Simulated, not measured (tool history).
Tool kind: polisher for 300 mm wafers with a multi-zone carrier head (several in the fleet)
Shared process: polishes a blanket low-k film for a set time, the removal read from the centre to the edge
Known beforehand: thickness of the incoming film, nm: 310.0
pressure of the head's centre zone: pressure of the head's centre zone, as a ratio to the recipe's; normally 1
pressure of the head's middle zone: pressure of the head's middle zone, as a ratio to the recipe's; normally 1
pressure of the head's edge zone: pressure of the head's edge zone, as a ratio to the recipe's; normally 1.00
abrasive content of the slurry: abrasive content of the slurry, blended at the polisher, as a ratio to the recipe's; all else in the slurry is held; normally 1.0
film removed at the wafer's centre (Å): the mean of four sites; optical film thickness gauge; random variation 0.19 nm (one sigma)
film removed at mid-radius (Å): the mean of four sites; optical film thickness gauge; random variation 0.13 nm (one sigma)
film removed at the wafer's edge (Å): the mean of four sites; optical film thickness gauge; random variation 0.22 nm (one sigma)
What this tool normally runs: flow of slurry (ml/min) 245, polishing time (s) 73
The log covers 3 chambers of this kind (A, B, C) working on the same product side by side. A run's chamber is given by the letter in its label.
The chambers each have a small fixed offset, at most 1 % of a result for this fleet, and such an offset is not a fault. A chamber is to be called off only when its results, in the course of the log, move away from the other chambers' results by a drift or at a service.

run,hour,flow of slurry (ml/min),pressure of the head's centre zone,pressure of the head's middle zone,pressure of the head's edge zone,abrasive content of the slurry,polishing time (s),wafers polished on this pad,hours since the slurry nozzle was cleaned,hours since the centre zone pressure was calibrated,hours since the edge zone pressure was calibrated,film removed at the wafer's centre (Å),film removed at mid-radius (Å),film removed at the wafer's edge (Å)
1B,4.4,245,1,1,1.00,1.0,73,675,307.5,393.3,312.7,183.56,183.12,182.21
# hour 4.6: chamber B: worn pad replaced by a new one
# hour 6.0: chamber A: slurry nozzle cleaned
2A,9.9,245,1,1,1.00,1.0,73,664,3.9,745.8,112.9,187.26,187.88,185.11
# hour 16.6: chamber A: centre zone pressure recalibrated
3C,16.6,245,1,1,1.00,1.0,73,338,125.7,441.7,34.6,183.50,185.51,183.68
# hour 20.0: chamber A: worn pad replaced by a new one
4A,25.1,245,1,1,1.00,1.0,73,61,19.1,8.5,128.1,180.75,185.81,181.24
5B,30.8,245,1,1,1.00,1.0,73,313,333.9,419.7,339.1,185.84,183.71,179.48
6C,36.0,175,1,1,1.00,1.3,73,570,145.1,461.1,54.0,196.09,195.93,196.56
# hour 37.0: chamber C: worn pad replaced by a new one
7C,42.2,175,1,1,1.00,1.3,73,62,151.3,467.3,60.2,193.79,197.25,193.86
8A,45.9,175,1,1,1.00,1.3,73,310,39.9,29.3,148.9,196.27,193.85,201.31
9B,53.3,245,1,1,1.00,1.0,73,582,356.4,442.2,361.6,184.02,182.65,184.13
10C,57.3,245,1,1,1.00,1.0,73,243,166.4,482.4,75.3,183.16,185.25,180.16
# hour 60.7: chamber B: worn pad replaced by a new one
11B,63.3,245,1,1,1.00,1.0,73,31,366.4,452.2,371.6,182.95,185.41,184.15
12A,67.0,245,1,1,1.00,1.0,73,562,61.0,50.4,170.0,183.68,183.18,181.33
13B,72.9,290,1,1,1.00,1.0,73,146,376.0,461.8,381.2,186.27,187.07,186.20
14A,81.3,290,1,1,1.00,1.0,73,733,75.3,64.7,184.3,189.47,189.40,187.80
# hour 84.5: chamber A: worn pad replaced by a new one
15C,87.5,290,1,1,1.00,1.0,73,604,196.6,512.6,105.5,188.17,187.24,186.83
# hour 89.1: chamber C: worn pad replaced by a new one
16B,95.0,245,1,1,1.00,1.0,73,410,398.1,483.9,403.3,185.94,182.63,184.17
17A,100.2,245,1,1,1.00,1.0,73,188,94.2,83.6,203.2,184.87,183.63,186.23
# hour 102.5: chamber C: centre zone pressure recalibrated
18C,106.0,245,1,1,1.00,1.0,73,203,215.1,3.5,124.0,164.79,185.98,184.66
# hour 112.4: chamber B: worn pad replaced by a new one
19B,112.8,245,1,1,0.89,1.1,73,5,415.9,501.7,421.1,189.80,192.20,183.18
20A,117.8,245,1,1,0.89,1.1,73,399,111.8,101.2,220.8,191.77,189.51,180.76
21C,121.8,245,1,1,0.89,1.1,73,392,230.9,19.3,139.8,171.00,189.30,179.63
22C,127.8,245,1,1,1.00,1.0,73,463,236.9,25.3,145.8,161.27,183.37,180.87
23B,134.2,310,1,1,1.00,1.0,92,262,437.3,523.1,442.5,240.69,235.60,235.43
# hour 137.8: chamber C: worn pad replaced by a new one
24A,140.3,310,1,1,1.00,1.0,92,668,134.3,123.7,243.3,243.43,236.79,233.16
25C,148.6,310,1,1,1.00,1.0,92,130,257.7,46.1,166.6,208.13,238.05,231.63
26B,152.8,245,1,1,1.00,1.0,73,484,455.9,541.7,461.1,184.92,184.07,183.47
# hour 157.4: chamber A: worn pad replaced by a new one
27A,159.2,245,1,1,1.00,1.0,73,22,153.2,142.6,262.2,181.35,181.83,183.22
28B,166.7,245,1,1,1.00,1.0,73,650,469.8,555.6,475.0,186.28,183.00,184.74
29A,174.9,245,1,1,1.00,1.0,73,210,168.9,158.3,277.9,180.39,183.35,187.71
# hour 180.8: chamber C: worn pad replaced by a new one
30C,180.8,245,1,1,1.00,1.0,73,0,289.9,78.3,198.8,161.18,185.64,181.56

Has any chamber moved away from the others, gradually or after a service, or does the common gauge drift, or do the chambers differ only by their own small steady offsets? State the chamber and the most likely cause if one applies.

After it was serviced, chamber C no longer matches the other chambers.
What lies behind it: centre zone's pressure below its setpoint, % = 10.7.

Here are 4 candidates for chamber C's next run, each the usual settings with a change, their results left as question marks. Which one brings its results back in line with what the others give on the usual settings?
Allowed miss from the other chambers' usual-settings mean, per result, to count as in line: film removed at the wafer's centre (Å) 6.70; film removed at mid-radius (Å) 4.50; film removed at the wafer's edge (Å) 7.60
31C-1,186.9,250,1.09,0.98,0.97,1.0,74,,,,,?,?,?
31C-2,186.9,235,0.83,1.05,1.06,1.0,71,,,,,?,?,?
31C-3,186.9,240,0.91,1.02,1.03,1.0,72,,,,,?,?,?
31C-4,186.9,265,1.17,0.93,0.91,1.0,77,,,,,?,?,?

Other chambers, usual settings, mean: film removed at the wafer's centre (Å) 183.69; film removed at mid-radius (Å) 183.69; film removed at the wafer's edge (Å) 183.34
run,film removed at the wafer's centre (Å),film removed at mid-radius (Å),film removed at the wafer's edge (Å)
31C-1,181.75,183.59,183.33
31C-2,127.69,186.66,182.97
31C-3,144.02,184.65,183.20
31C-4,205.80,183.13,185.81
The right change is 31C-1: it brings the chamber back within the allowed miss of the others.
